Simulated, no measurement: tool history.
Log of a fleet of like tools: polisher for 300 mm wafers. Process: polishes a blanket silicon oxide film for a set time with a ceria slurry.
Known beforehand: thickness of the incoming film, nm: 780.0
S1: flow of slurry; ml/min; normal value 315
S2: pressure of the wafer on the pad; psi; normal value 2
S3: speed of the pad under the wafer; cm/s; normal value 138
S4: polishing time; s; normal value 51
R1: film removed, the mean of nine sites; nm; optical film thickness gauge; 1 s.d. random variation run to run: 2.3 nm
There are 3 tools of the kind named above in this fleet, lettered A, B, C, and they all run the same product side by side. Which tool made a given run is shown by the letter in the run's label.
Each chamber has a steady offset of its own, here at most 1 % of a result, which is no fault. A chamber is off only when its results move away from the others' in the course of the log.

run	hour	S1	S2	S3	S4	R1
# hour 2.9: chamber B: worn pad replaced by a new one
1C	7.2	315	2	138	51	215.97
2B	12.4	315	2	138	51	218.67
3A	18.6	315	2	138	51	219.50
4B	24.6	315	2	138	51	219.53
5A	28.3	315	2	138	51	216.16
6C	34.3	315	2	138	51	217.43
# hour 35.8: chamber A: worn pad replaced by a new one
7C	38.9	315	2	138	51	218.96
8B	43.9	315	2	138	51	217.53
9A	48.6	315	2	138	51	217.24
10A	55.9	315	2	138	51	216.41
11B	60.8	315	2	138	51	225.64
12C	66.2	315	2	138	51	217.50
13B	74.8	315	2	138	51	219.54
14A	81.6	315	2	138	51	218.39
# hour 82.2: chamber C: worn pad replaced by a new one
15C	85.9	315	2	138	51	225.14
16A	90.5	380	2	138	51	223.05
# hour 94.7: chamber A: worn pad replaced by a new one
17B	95.5	380	2	138	51	224.26
18C	102.2	380	2	138	51	229.80
19C	109.0	315	2	138	51	225.11
# hour 110.3: chamber B: worn pad replaced by a new one
20B	115.3	315	2	138	51	223.74
21A	119.5	315	2	138	51	221.18
22A	123.7	315	2	138	51	218.27
23C	128.0	405	2	94	51	157.06
24B	136.6	405	2	94	51	152.88
25A	144.0	405	2	94	51	150.74
# hour 149.4: chamber A: worn pad replaced by a new one
26C	152.7	315	2	138	51	223.88
27B	156.9	315	2	138	51	220.91
# hour 158.0: chamber B: head pressure recalibrated
28B	164.1	315	2	138	51	221.73
29C	169.7	315	2	138	51	226.12
# hour 172.9: chamber C: worn pad replaced by a new one
30A	177.6	315	2	138	51	219.62
31B	182.5	315	2	138	51	218.31
32A	186.6	315	2	138	51	225.00
# hour 186.7: chamber A: slurry nozzle cleaned
33C	191.9	315	2	138	51	231.31
34C	199.1	315	2	138	51	234.08
# hour 201.9: chamber B: slurry nozzle cleaned
35A	203.0	315	2	138	51	213.64
# hour 207.5: chamber A: worn pad replaced by a new one
36B	209.3	315	2	138	51	221.49
37C	217.9	315	2	138	51	233.65
# hour 220.4: chamber B: worn pad replaced by a new one
38A	222.3	315	2	138	51	217.98
39B	228.6	315	2	138	51	218.52
40B	234.6	315	2	138	51	217.84
41A	242.4	315	2	138	51	216.97
42C	248.6	315	2	138	51	236.56
43B	256.4	315	2	138	51	216.48
# hour 258.2: chamber A: worn pad replaced by a new one
44A	261.7	315	2	138	51	220.90

All chambers now run identical settings, listed one chamber a line with results as question marks. What results will each chamber show?
45A	267.9	315	2	138	51	?
45B	267.9	315	2	138	51	?
45C	267.9	315	2	138	51	?

run	R1
45A	213.97
45B	215.07
45C	234.15
